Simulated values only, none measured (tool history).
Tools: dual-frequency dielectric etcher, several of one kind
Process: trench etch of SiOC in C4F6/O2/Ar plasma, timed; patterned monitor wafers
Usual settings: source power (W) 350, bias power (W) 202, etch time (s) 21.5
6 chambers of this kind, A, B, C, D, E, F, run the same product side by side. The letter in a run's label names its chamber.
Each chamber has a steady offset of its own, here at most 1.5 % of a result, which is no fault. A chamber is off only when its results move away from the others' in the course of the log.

run,hour,source power (W),bias power (W),etch time (s),hours since the last wet clean,hours since the last source power generator calibration,hours since the last bias power generator calibration,"read-back reference wafer on the same gauge, depth_nm",mean etch depth across the wafer (Å)
1F,10.6,350,202,21.5,225.6,877.1,1935.4,38.899,438.51
2A,17.3,350,202,21.5,300.1,2464.9,475.3,38.936,436.37
# hour 25.4: chamber E: wet clean of the chamber
3B,30.9,350,202,21.5,91.1,2116.6,1903.1,38.896,446.87
4C,40.1,350,202,21.5,375.8,632.7,3503.7,38.929,434.11
# hour 42.6: chamber C: wet clean of the chamber
5D,49.9,350,202,21.5,429.2,3838.0,2242.6,38.888,437.39
6E,60.0,350,202,21.5,34.7,639.8,860.1,38.876,439.85
7E,67.0,350,202,21.5,41.7,646.8,867.1,38.925,437.55
8D,75.5,350,202,21.5,454.8,3863.6,2268.2,38.878,434.40
9B,83.4,380,202,21.5,143.6,2169.1,1955.6,38.916,459.70
10F,93.7,380,202,21.5,308.7,960.2,2018.5,38.894,451.36
11A,102.3,380,202,21.5,385.1,2549.9,560.3,38.904,455.60
12C,112.3,380,202,21.5,69.8,704.9,3575.9,38.863,452.59
# hour 121.5: chamber F: wet clean of the chamber
13D,124.2,380,202,21.5,503.5,3912.3,2316.9,38.927,448.81
14F,133.5,380,202,21.5,12.1,1000.0,2058.3,38.917,452.14
# hour 137.1: chamber A: wet clean of the chamber
15A,141.0,350,202,21.5,4.0,2588.6,599.0,38.893,436.96
# hour 143.4: chamber D: wet clean of the chamber
16E,150.0,350,202,21.5,124.7,729.8,950.1,38.883,440.47
17C,156.3,350,202,21.5,113.8,748.9,3619.9,38.885,438.10
18B,170.4,350,202,21.5,230.6,2256.1,2042.6,38.904,444.36
19F,182.8,350,202,21.5,61.4,1049.3,2107.6,38.908,438.39
20E,194.8,350,202,21.5,169.5,774.6,994.9,38.897,437.59
21C,203.1,350,202,21.5,160.6,795.7,3666.7,38.891,439.76
22B,214.1,350,202,21.5,274.3,2299.8,2086.3,38.870,446.58
23D,222.2,350,202,21.5,78.8,4010.3,2414.9,38.879,416.63
# hour 222.7: chamber C: bias power generator calibrated
# hour 227.0: chamber D: bias power generator calibrated
24A,229.2,350,202,21.5,92.2,2676.8,687.2,38.885,436.87
25C,239.0,350,202,18.0,196.5,831.6,16.3,38.908,367.10
26D,247.7,350,202,18.0,104.3,4035.8,20.7,38.907,351.45
27F,259.4,350,202,18.0,138.0,1125.9,2184.2,38.912,370.35
28B,268.6,350,202,18.0,328.8,2354.3,2140.8,38.898,371.17
29E,279.7,350,202,18.0,254.4,859.5,1079.8,38.871,368.79
30A,289.9,350,202,18.0,152.9,2737.5,747.9,38.928,366.29
31B,298.4,350,202,21.5,358.6,2384.1,2170.6,38.929,447.42
32C,312.5,350,202,21.5,270.0,905.1,89.8,38.882,434.78
33D,323.2,350,202,21.5,179.8,4111.3,96.2,38.893,419.76
34E,334.2,430,202,27.0,308.9,914.0,1134.3,38.925,599.63
35F,347.3,430,202,27.0,225.9,1213.8,2272.1,38.926,599.18
36A,356.9,430,202,27.0,219.9,2804.5,814.9,38.900,596.80
# hour 362.4: chamber C: wet clean of the chamber
37C,367.0,430,202,27.0,4.6,959.6,144.3,38.873,595.29
38B,376.1,430,202,27.0,436.3,2461.8,2248.3,38.929,602.20
39F,383.9,430,202,27.0,262.5,1250.4,2308.7,38.875,595.68
40A,391.7,350,202,21.5,254.7,2839.3,849.7,38.909,438.14
41E,402.9,350,202,21.5,377.6,982.7,1203.0,38.901,442.02
42D,412.2,350,202,21.5,268.8,4200.3,185.2,38.903,418.88

Next, every chamber runs the same settings. What will each give?
43A,422.3,350,202,27.5,,,,,?
43B,422.3,350,202,27.5,,,,,?
43C,422.3,350,202,27.5,,,,,?
43D,422.3,350,202,27.5,,,,,?
43E,422.3,350,202,27.5,,,,,?
43F,422.3,350,202,27.5,,,,,?

run,mean etch depth across the wafer (Å)
43A,560.46
43B,569.71
43C,561.10
43D,534.04
43E,561.36
43F,561.09
